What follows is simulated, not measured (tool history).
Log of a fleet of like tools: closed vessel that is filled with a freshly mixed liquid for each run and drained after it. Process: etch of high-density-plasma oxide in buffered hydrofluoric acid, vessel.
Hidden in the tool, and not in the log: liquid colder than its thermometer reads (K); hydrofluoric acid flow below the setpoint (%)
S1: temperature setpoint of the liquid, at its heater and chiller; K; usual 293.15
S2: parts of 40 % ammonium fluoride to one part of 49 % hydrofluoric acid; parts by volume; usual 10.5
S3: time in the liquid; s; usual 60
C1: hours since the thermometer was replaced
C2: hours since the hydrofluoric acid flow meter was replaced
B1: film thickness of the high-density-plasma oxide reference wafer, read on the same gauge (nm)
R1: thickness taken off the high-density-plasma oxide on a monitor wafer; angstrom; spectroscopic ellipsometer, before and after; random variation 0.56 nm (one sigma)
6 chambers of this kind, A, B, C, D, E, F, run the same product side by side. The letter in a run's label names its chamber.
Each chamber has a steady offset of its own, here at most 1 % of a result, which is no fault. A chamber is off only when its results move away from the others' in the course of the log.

run 1F hour=6.1 | S1=293.15 S2=10.5 S3=60 | C1=973.1 C2=132.5 | B1=150 | R1=573.39
run 2A hour=12.2 | S1=293.15 S2=10.5 S3=60 | C1=1831 C2=1713.1 | B1=149.98 | R1=575.32
run 3D hour=17.6 | S1=293.15 S2=10.5 S3=60 | C1=1915.6 C2=396 | B1=150.03 | R1=559.51
run 4C hour=24.1 | S1=293.15 S2=10.5 S3=60 | C1=2667.9 C2=355.3 | B1=150.02 | R1=580.41
-- hour=33.7 chamber D: thermometer replaced
run 5B hour=33.7 | S1=293.15 S2=10.5 S3=60 | C1=792.8 C2=1233.7 | B1=149.98 | R1=565.76
run 6E hour=38.4 | S1=293.15 S2=10.5 S3=60 | C1=1890.1 C2=893.3 | B1=149.99 | R1=572.15
run 7C hour=45.8 | S1=293.15 S2=10.5 S3=60 | C1=2689.6 C2=377 | B1=149.99 | R1=575.05
run 8D hour=50.6 | S1=293.15 S2=10.5 S3=60 | C1=16.9 C2=429 | B1=150.01 | R1=563.72
run 9E hour=56.9 | S1=293.15 S2=10.5 S3=60 | C1=1908.6 C2=911.8 | B1=149.96 | R1=574.28
run 10F hour=65.1 | S1=293.15 S2=10.5 S3=60 | C1=1032.1 C2=191.5 | B1=150.05 | R1=573.68
run 11B hour=71.4 | S1=293.15 S2=10.5 S3=60 | C1=830.5 C2=1271.4 | B1=150.06 | R1=576.8
-- hour=75.8 chamber E: thermometer replaced
run 12A hour=76.3 | S1=293.15 S2=10.5 S3=60 | C1=1895.1 C2=1777.2 | B1=150.02 | R1=573.14
run 13B hour=81 | S1=293.15 S2=10.5 S3=60 | C1=840.1 C2=1281 | B1=149.97 | R1=568.69
run 14C hour=89.9 | S1=293.15 S2=10.5 S3=60 | C1=2733.7 C2=421.1 | B1=150.02 | R1=562.34
run 15A hour=95 | S1=293.15 S2=10.5 S3=40 | C1=1913.8 C2=1795.9 | B1=150.03 | R1=380.05
run 16D hour=99.5 | S1=293.15 S2=10.5 S3=40 | C1=65.8 C2=477.9 | B1=149.97 | R1=379.69
run 17E hour=104.4 | S1=293.15 S2=10.5 S3=40 | C1=28.7 C2=959.3 | B1=150.06 | R1=379.65
run 18F hour=112.5 | S1=293.15 S2=10.5 S3=40 | C1=1079.5 C2=238.9 | B1=150.05 | R1=380.93
run 19B hour=119.1 | S1=293.15 S2=10.5 S3=40 | C1=878.2 C2=1319.1 | B1=149.99 | R1=381.68
run 20A hour=124.5 | S1=293.15 S2=10.5 S3=40 | C1=1943.3 C2=1825.4 | B1=150.02 | R1=379.47
run 21E hour=129.3 | S1=293.15 S2=10.5 S3=60 | C1=53.6 C2=984.2 | B1=149.97 | R1=561.59
run 22C hour=135.7 | S1=293.15 S2=10.5 S3=60 | C1=2779.5 C2=466.9 | B1=150.07 | R1=561.73
run 23D hour=142.5 | S1=293.15 S2=8 S3=45 | C1=108.8 C2=520.9 | B1=150.02 | R1=541.05
run 24F hour=151.7 | S1=293.15 S2=8 S3=45 | C1=1118.7 C2=278.1 | B1=149.94 | R1=539.24
run 25B hour=161.1 | S1=293.15 S2=8 S3=45 | C1=920.2 C2=1361.1 | B1=150 | R1=535.55
run 26F hour=168.2 | S1=293.15 S2=8 S3=45 | C1=1135.2 C2=294.6 | B1=149.99 | R1=557.99
-- hour=169.3 chamber A: thermometer replaced
-- hour=174.6 chamber D: hydrofluoric acid flow meter replaced
run 27D hour=176.9 | S1=293.15 S2=8 S3=45 | C1=143.2 C2=2.4 | B1=149.98 | R1=545.43
run 28C hour=182.5 | S1=293.15 S2=8 S3=45 | C1=2826.3 C2=513.7 | B1=150.01 | R1=544.12
run 29A hour=187.4 | S1=293.15 S2=10.5 S3=60 | C1=18.2 C2=1888.3 | B1=150.05 | R1=574.77
run 30E hour=194.8 | S1=293.15 S2=10.5 S3=60 | C1=119.1 C2=1049.7 | B1=150.03 | R1=569.52
run 31D hour=202.6 | S1=293.15 S2=9 S3=90 | C1=168.9 C2=28.1 | B1=149.99 | R1=970.73
run 32B hour=211 | S1=293.15 S2=9 S3=90 | C1=970.1 C2=1411 | B1=149.97 | R1=962.57
run 33E hour=219.6 | S1=293.15 S2=9 S3=90 | C1=143.9 C2=1074.5 | B1=149.99 | R1=946.49
run 34A hour=225.5 | S1=293.15 S2=9 S3=90 | C1=56.3 C2=1926.4 | B1=150 | R1=966.5
run 35F hour=229.9 | S1=293.15 S2=9 S3=90 | C1=1196.9 C2=356.3 | B1=149.98 | R1=950.66
run 36C hour=235.6 | S1=293.15 S2=9 S3=90 | C1=2879.4 C2=566.8 | B1=149.99 | R1=961.94
run 37D hour=240.5 | S1=293.15 S2=10.5 S3=60 | C1=206.8 C2=66 | B1=149.99 | R1=566.84
run 38F hour=244.8 | S1=293.15 S2=10.5 S3=60 | C1=1211.8 C2=371.2 | B1=150.04 | R1=573.28
run 39A hour=250.7 | S1=293.15 S2=10.5 S3=60 | C1=81.5 C2=1951.6 | B1=149.99 | R1=584.89
run 40B hour=256 | S1=293.15 S2=10.5 S3=60 | C1=1015.1 C2=1456 | B1=150 | R1=571.34
run 41E hour=264.6 | S1=293.15 S2=10.5 S3=60 | C1=188.9 C2=1119.5 | B1=149.94 | R1=564.8
run 42C hour=269.5 | S1=296.65 S2=13.5 S3=60 | C1=2913.3 C2=600.7 | B1=150.03 | R1=539.2
run 43A hour=274.8 | S1=296.65 S2=13.5 S3=60 | C1=105.6 C2=1975.7 | B1=149.97 | R1=542.01

What goes on in this fleet: one chamber off, a drifting gauge, or nothing beyond the chambers' own small offsets? Name the chamber and the cause, if any.

No chamber stands off beyond its own small offset, and the gauge holds steady.

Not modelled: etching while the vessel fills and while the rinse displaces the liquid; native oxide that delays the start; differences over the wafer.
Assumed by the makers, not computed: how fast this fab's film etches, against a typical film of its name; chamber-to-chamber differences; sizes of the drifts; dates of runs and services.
